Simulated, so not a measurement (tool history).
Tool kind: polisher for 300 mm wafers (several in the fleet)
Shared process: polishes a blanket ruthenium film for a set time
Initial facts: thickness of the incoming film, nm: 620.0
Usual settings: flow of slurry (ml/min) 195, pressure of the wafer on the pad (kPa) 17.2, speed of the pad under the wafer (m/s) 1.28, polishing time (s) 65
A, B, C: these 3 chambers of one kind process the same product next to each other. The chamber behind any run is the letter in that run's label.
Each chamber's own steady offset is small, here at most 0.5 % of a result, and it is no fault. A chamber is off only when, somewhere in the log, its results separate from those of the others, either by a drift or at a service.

run	hour	flow of slurry (ml/min)	pressure of the wafer on the pad (kPa)	speed of the pad under the wafer (m/s)	polishing time (s)	film removed (Å)
# hour 1.0: chamber A: slurry nozzle cleaned
# hour 6.8: chamber C: worn pad replaced by a new one
1C	11.8	195	17.2	1.28	65	1074.50
2B	18.7	195	17.2	1.28	65	1092.30
# hour 20.6: chamber B: worn pad replaced by a new one
3A	26.4	195	17.2	1.28	65	1077.10
4B	34.2	195	17.2	1.28	65	1086.50
5A	44.1	195	17.2	1.28	65	1083.60
# hour 48.6: chamber A: worn pad replaced by a new one
6C	51.4	195	17.2	1.28	65	1073.10
7A	59.6	195	22.8	1.28	79	1716.50
8B	71.8	195	22.8	1.28	79	1764.30
9C	79.4	195	22.8	1.28	79	1735.10
10B	86.2	195	17.2	1.28	65	1088.50
11A	92.7	195	17.2	1.28	65	1092.50
12C	99.8	195	17.2	1.28	65	1100.20
# hour 108.8: chamber B: worn pad replaced by a new one
13A	111.2	195	17.2	1.28	65	1056.30
# hour 117.0: chamber A: head pressure recalibrated
14C	124.3	195	17.2	1.28	65	1074.70
# hour 131.1: chamber C: worn pad replaced by a new one
# hour 131.9: chamber B: head pressure recalibrated
15B	136.3	195	22.1	1.28	65	1385.40
16A	147.1	195	22.1	1.28	65	1232.10
17B	156.6	195	22.1	1.28	65	1405.60
18C	169.8	135	17.2	1.28	72	1140.30
19C	178.4	135	17.2	1.28	72	1122.80
# hour 184.7: chamber A: worn pad replaced by a new one
20A	189.4	135	17.2	1.28	72	1002.30
21B	199.1	195	17.2	1.28	87	1451.90
# hour 202.0: chamber B: worn pad replaced by a new one
22B	207.8	195	17.2	1.28	87	1455.30
23A	213.6	195	17.2	1.28	87	1283.00
24C	222.7	195	17.2	1.28	65	1079.00
25A	231.8	195	17.2	1.28	65	963.16
26C	238.5	195	17.2	1.28	65	1098.70
27B	251.6	195	17.2	1.28	65	1073.90

Predict what each chamber gives when all 3 of them run the settings below next.
28A	261.2	195	17.2	1.28	65	?
28B	261.2	195	17.2	1.28	65	?
28C	261.2	195	17.2	1.28	65	?

run	film removed (Å)
28A	957.60
28B	1087.60
28C	1093.80
